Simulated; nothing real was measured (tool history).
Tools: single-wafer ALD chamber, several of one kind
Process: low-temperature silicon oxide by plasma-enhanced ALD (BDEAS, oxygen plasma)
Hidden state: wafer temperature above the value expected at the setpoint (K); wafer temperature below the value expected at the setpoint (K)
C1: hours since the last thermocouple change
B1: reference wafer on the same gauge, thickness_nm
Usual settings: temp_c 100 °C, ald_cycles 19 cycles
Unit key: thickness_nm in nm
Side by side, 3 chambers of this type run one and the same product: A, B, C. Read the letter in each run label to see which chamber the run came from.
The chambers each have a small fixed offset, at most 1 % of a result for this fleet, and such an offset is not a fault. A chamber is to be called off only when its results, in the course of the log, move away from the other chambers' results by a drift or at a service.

{"run": "1B", "hour": 10.2, "temp_c": 100, "ald_cycles": 19, "C1": 162.4, "B1": 2.6924, "thickness_nm": 2.7282}
{"run": "2C", "hour": 19.2, "temp_c": 100, "ald_cycles": 19, "C1": 1226.5, "B1": 2.6913, "thickness_nm": 2.691}
{"run": "3A", "hour": 30.9, "temp_c": 100, "ald_cycles": 19, "C1": 78.8, "B1": 2.6917, "thickness_nm": 2.7139}
{"run": "4C", "hour": 41.3, "temp_c": 100, "ald_cycles": 19, "C1": 1248.6, "B1": 2.692, "thickness_nm": 2.7198}
{"run": "5B", "hour": 52.4, "temp_c": 100, "ald_cycles": 19, "C1": 204.6, "B1": 2.6892, "thickness_nm": 2.7467}
{"run": "6A", "hour": 59.8, "temp_c": 100, "ald_cycles": 19, "C1": 107.7, "B1": 2.6859, "thickness_nm": 2.7217}
{"run": "7B", "hour": 66.9, "temp_c": 100, "ald_cycles": 19, "C1": 219.1, "B1": 2.6881, "thickness_nm": 2.7288}
{"run": "8C", "hour": 76.9, "temp_c": 100, "ald_cycles": 19, "C1": 1284.2, "B1": 2.6898, "thickness_nm": 2.7109}
{"run": "9A", "hour": 83.0, "temp_c": 100, "ald_cycles": 19, "C1": 130.9, "B1": 2.6873, "thickness_nm": 2.7173}
{"run": "10C", "hour": 91.5, "temp_c": 100, "ald_cycles": 19, "C1": 1298.8, "B1": 2.6897, "thickness_nm": 2.7299}
{"run": "11A", "hour": 99.4, "temp_c": 100, "ald_cycles": 19, "C1": 147.3, "B1": 2.6897, "thickness_nm": 2.7099}
{"run": "12B", "hour": 110.8, "temp_c": 106, "ald_cycles": 19, "C1": 263.0, "B1": 2.6887, "thickness_nm": 2.7004}
{"run": "13A", "hour": 118.2, "temp_c": 106, "ald_cycles": 19, "C1": 166.1, "B1": 2.6865, "thickness_nm": 2.6817}
{"run": "14C", "hour": 130.1, "temp_c": 106, "ald_cycles": 19, "C1": 1337.4, "B1": 2.6868, "thickness_nm": 2.6848}
{"run": "15B", "hour": 140.7, "temp_c": 100, "ald_cycles": 19, "C1": 292.9, "B1": 2.6883, "thickness_nm": 2.7217}
{"run": "16B", "hour": 146.9, "temp_c": 92, "ald_cycles": 16, "C1": 299.1, "B1": 2.6851, "thickness_nm": 2.3594}
{"run": "17A", "hour": 155.7, "temp_c": 92, "ald_cycles": 16, "C1": 203.6, "B1": 2.6886, "thickness_nm": 2.3572}
{"run": "18C", "hour": 162.5, "temp_c": 92, "ald_cycles": 16, "C1": 1369.8, "B1": 2.6881, "thickness_nm": 2.3718}
{"run": "19B", "hour": 170.7, "temp_c": 100, "ald_cycles": 19, "C1": 322.9, "B1": 2.688, "thickness_nm": 2.7373}
{"run": "20C", "hour": 176.9, "temp_c": 100, "ald_cycles": 19, "C1": 1384.2, "B1": 2.6896, "thickness_nm": 2.708}
{"run": "21A", "hour": 187.4, "temp_c": 100, "ald_cycles": 19, "C1": 235.3, "B1": 2.6935, "thickness_nm": 2.7218}
{"run": "22B", "hour": 198.6, "temp_c": 100, "ald_cycles": 16, "C1": 350.8, "B1": 2.6909, "thickness_nm": 2.3076}
{"run": "23C", "hour": 204.5, "temp_c": 100, "ald_cycles": 16, "C1": 1411.8, "B1": 2.688, "thickness_nm": 2.2996}

Has any chamber moved away from the others, gradually or after a service, or does the common gauge drift, or do the chambers differ only by their own small steady offsets? State the chamber and the most likely cause if one applies.

All chambers stay in line apart from their small fixed offsets, and the gauge does not drift.
